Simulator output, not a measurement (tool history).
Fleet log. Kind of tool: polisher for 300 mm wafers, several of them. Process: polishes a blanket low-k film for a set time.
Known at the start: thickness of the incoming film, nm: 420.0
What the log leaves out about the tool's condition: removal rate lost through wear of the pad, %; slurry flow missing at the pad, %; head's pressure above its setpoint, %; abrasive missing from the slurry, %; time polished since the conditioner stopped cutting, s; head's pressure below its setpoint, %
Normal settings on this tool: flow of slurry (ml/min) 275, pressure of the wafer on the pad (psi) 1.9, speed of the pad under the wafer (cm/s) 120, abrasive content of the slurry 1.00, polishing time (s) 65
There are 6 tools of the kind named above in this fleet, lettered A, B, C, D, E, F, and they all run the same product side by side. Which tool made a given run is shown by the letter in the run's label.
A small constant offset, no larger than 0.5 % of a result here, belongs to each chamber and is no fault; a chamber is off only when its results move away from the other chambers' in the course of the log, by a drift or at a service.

run   hour  flow of slurry (ml/min)  pressure of the wafer on the pad (psi)  speed of the pad under the wafer (cm/s)  abrasive content of the slurry  polishing time (s)  wafers polished on this pad  hours since the slurry nozzle was cleaned  hours since the head pressure was calibrated  hours since the slurry blender was calibrated  hours since the conditioning disc was replaced  film removed (Å)
       0.2  -- chamber B: conditioning disc replaced and pad reconditioned
       5.2  -- chamber E: worn pad replaced by a new one
 1A    8.0                      275                                     1.9                                      120                            1.00                  65                          300                                      175.0                                         171.7                                          210.5                                            76.5            249.65
 2D   14.5                      275                                     1.9                                      120                            1.00                  65                          936                                       69.5                                         454.4                                          102.7                                           250.7            257.27
      16.3  -- chamber C: slurry blender recalibrated
 3F   23.7                      275                                     1.9                                      120                            1.00                  65                          553                                      491.3                                          64.8                                          136.3                                            75.5            251.32
      30.7  -- chamber D: worn pad replaced by a new one
 4E   33.1                      275                                     1.9                                      120                            1.00                  65                          232                                      101.3                                         234.8                                          104.5                                           279.7            250.45
      35.8  -- chamber D: conditioning disc replaced and pad reconditioned
 5C   39.7                      275                                     1.9                                      120                            1.00                  65                          597                                      651.9                                         308.3                                           23.4                                           406.8            250.88
      44.9  -- chamber F: slurry blender recalibrated
      49.3  -- chamber A: worn pad replaced by a new one
 6B   50.2                      275                                     1.9                                      120                            1.00                  65                          664                                       66.2                                        1386.5                                          164.1                                            50.1            253.25
      54.0  -- chamber C: worn pad replaced by a new one
      57.6  -- chamber C: conditioning disc replaced and pad reconditioned
 7C   59.6                      275                                     1.9                                      120                            1.00                  65                           46                                      671.8                                         328.2                                           43.3                                             2.0            247.11
      63.9  -- chamber E: worn pad replaced by a new one
      65.4  -- chamber F: worn pad replaced by a new one
 8B   69.2                      275                                     1.9                                      120                            1.00                  65                          822                                       85.2                                        1405.5                                          183.1                                            69.1            254.14
 9D   77.3                      275                                     1.9                                      120                            1.00                  65                          387                                      132.3                                         517.2                                          165.5                                            41.6            254.31
      78.7  -- chamber C: slurry nozzle cleaned
      79.5  -- chamber B: worn pad replaced by a new one
      80.6  -- chamber D: head pressure recalibrated
10F   85.8                      275                                     1.9                                      120                            1.00                  65                          169                                      553.4                                         126.9                                           41.0                                           137.6            249.38
      86.2  -- chamber E: conditioning disc replaced and pad reconditioned
      89.0  -- chamber A: slurry nozzle cleaned
11E   91.4                      275                                     1.9                                      120                            1.00                  65                          228                                      159.6                                         293.1                                          162.8                                             5.2            247.43
12A   98.5                      275                                     1.9                                      120                            1.00                  65                          408                                        9.6                                         262.2                                          301.0                                           167.0            254.06
     105.3  -- chamber F: conditioning disc replaced and pad reconditioned
13D  105.9                      275                                     1.9                                      120                            1.00                  65                          624                                      160.9                                          25.3                                          194.1                                            70.2            252.95
     110.6  -- chamber E: slurry blender recalibrated
14C  111.8                      275                                     1.9                                      120                            1.00                  65                          480                                       33.1                                         380.4                                           95.5                                            54.2            248.59
15E  119.0                      185                                     2.4                                      120                            1.00                  65                          457                                      187.2                                         320.7                                            8.4                                            32.8            301.60
     122.8  -- chamber C: worn pad replaced by a new one
16B  126.4                      185                                     2.4                                      120                            1.00                  65                          389                                      142.4                                        1462.7                                          240.3                                           126.3            301.23
17A  131.9                      185                                     2.4                                      120                            1.00                  65                          685                                       43.0                                         295.6                                          334.4                                           200.4            310.94
     132.8  -- chamber A: worn pad replaced by a new one
     139.5  -- chamber E: worn pad replaced by a new one
18F  141.2                      185                                     2.4                                      120                            1.00                  65                          629                                      608.8                                         182.3                                           96.4                                            36.0            300.88
19E  146.4                      185                                     2.4                                      120                            1.00                  65                           57                                      214.6                                         348.1                                           35.8                                            60.2            306.95
20A  152.4                      185                                     2.4                                      120                            1.00                  65                          163                                       63.5                                         316.1                                          354.9                                           220.9            307.49
     152.7  -- chamber B: slurry blender recalibrated
21D  157.8                      275                                     2.2                                      120                            1.25                  65                         1055                                      212.8                                          77.2                                          246.0                                           122.1            313.96
     158.2  -- chamber F: worn pad replaced by a new one
22C  167.9                      275                                     2.2                                      120                            1.25                  65                          374                                       89.2                                         436.5                                          151.6                                           110.3            319.26
     169.5  -- chamber D: worn pad replaced by a new one
     178.3  -- chamber C: slurry blender recalibrated
23F  178.3                      275                                     2.2                                      120                            1.25                  65                          166                                      645.9                                         219.4                                          133.5                                            73.1            321.43
24B  188.2                      275                                     2.2                                      120                            1.25                  65                          902                                      204.2                                        1524.5                                           35.5                                           188.1            317.60
     194.4  -- chamber F: slurry nozzle cleaned
     196.1  -- chamber A: slurry blender recalibrated
25B  196.1                      275                                     2.2                                      120                            1.25                  65                          968                                      212.1                                        1532.4                                           43.4                                           196.0            310.95
     199.1  -- chamber A: worn pad replaced by a new one
     201.3  -- chamber B: head pressure recalibrated
     201.9  -- chamber E: worn pad replaced by a new one
     202.2  -- chamber C: worn pad replaced by a new one
     202.3  -- chamber B: worn pad replaced by a new one
26C  206.4                      275                                     2.2                                      120                            1.25                  65                           35                                      127.7                                         475.0                                           28.1                                           148.8            330.28
27A  211.9                      275                                     1.9                                      120                            1.00                  65                          106                                      123.0                                         375.6                                           15.8                                           280.4            250.58
28E  217.6                      275                                     1.9                                      120                            1.00                  65                          130                                      285.8                                         419.3                                          107.0                                           131.4            255.37
     222.0  -- chamber F: slurry blender recalibrated
29D  228.2                      275                                     2.3                                       82                            1.00                  65                          488                                      283.2                                         147.6                                          316.4                                           192.5            225.08
30F  234.0                      275                                     2.3                                       82                            1.00                  65                          629                                       39.7                                         275.1                                           12.0                                           128.8            223.33
31D  240.5                      275                                     2.3                                       82                            1.00                  65                          590                                      295.5                                         159.9                                          328.7                                           204.8            223.22
32B  249.9                      275                                     2.3                                       82                            1.00                  65                          395                                      265.9                                          48.6                                           97.2                                           249.8            227.08
     254.0  -- chamber F: worn pad replaced by a new one
33E  255.8                      275                                     2.3                                       82                            1.00                  65                          447                                      324.0                                         457.5                                          145.2                                           169.6            225.90
     260.1  -- chamber D: slurry blender recalibrated
34A  263.7                      275                                     2.3                                       82                            1.00                  65                          536                                      174.8                                         427.4                                           67.6                                           332.2            224.69
     267.0  -- chamber E: worn pad replaced by a new one
     271.2  -- chamber F: conditioning disc replaced and pad reconditioned
35F  272.8                      275                                     1.9                                      120                            1.00                  43                          156                                       78.5                                         313.9                                           50.8                                             1.7            164.64
36C  279.2                      275                                     1.9                                      120                            1.00                  43                          639                                      200.5                                         547.8                                          100.9                                           221.6            166.12
     279.8  -- chamber A: worn pad replaced by a new one
     279.8  -- chamber A: conditioning disc replaced and pad reconditioned
     283.7  -- chamber E: head pressure recalibrated
37F  289.6                      275                                     1.9                                      120                            1.00                  43                          295                                       95.3                                         330.7                                           67.6                                            18.5            166.84
     291.5  -- chamber C: worn pad replaced by a new one
     296.7  -- chamber B: worn pad replaced by a new one
38D  298.7                      275                                     1.9                                      120                            1.00                  43                         1073                                      353.7                                         218.1                                           38.7                                           263.0            170.33
     304.8  -- chamber A: slurry nozzle cleaned
39A  306.6                      275                                     1.9                                      120                            1.00                  43                          222                                        1.9                                         470.3                                          110.5                                            26.9            169.49
     308.9  -- chamber E: slurry blender recalibrated
40C  315.5                      275                                     1.9                                      120                            1.00                  43                          199                                      236.8                                         584.1                                          137.2                                           257.9            166.93
41B  324.0                      275                                     1.9                                      120                            1.00                  65                          226                                      340.0                                         122.7                                          171.3                                           323.9            249.20
42E  329.4                      275                                     1.9                                      120                            1.00                  65                          518                                      397.6                                          45.8                                           20.6                                           243.2            252.26

All 6 chambers run these settings next. Forecast each chamber's results:
43A  337.1                      320                                     1.9                                      120                            1.00                  65                                                                                                                                                                                                                                      ?
43B  337.1                      320                                     1.9                                      120                            1.00                  65                                                                                                                                                                                                                                      ?
43C  337.1                      320                                     1.9                                      120                            1.00                  65                                                                                                                                                                                                                                      ?
43D  337.1                      320                                     1.9                                      120                            1.00                  65                                                                                                                                                                                                                                      ?
43E  337.1                      320                                     1.9                                      120                            1.00                  65                                                                                                                                                                                                                                      ?
43F  337.1                      320                                     1.9                                      120                            1.00                  65                                                                                                                                                                                                                                      ?

run  film removed (Å)
43A            251.11
43B            259.23
43C            266.48
43D            255.97
43E            259.50
43F            253.79
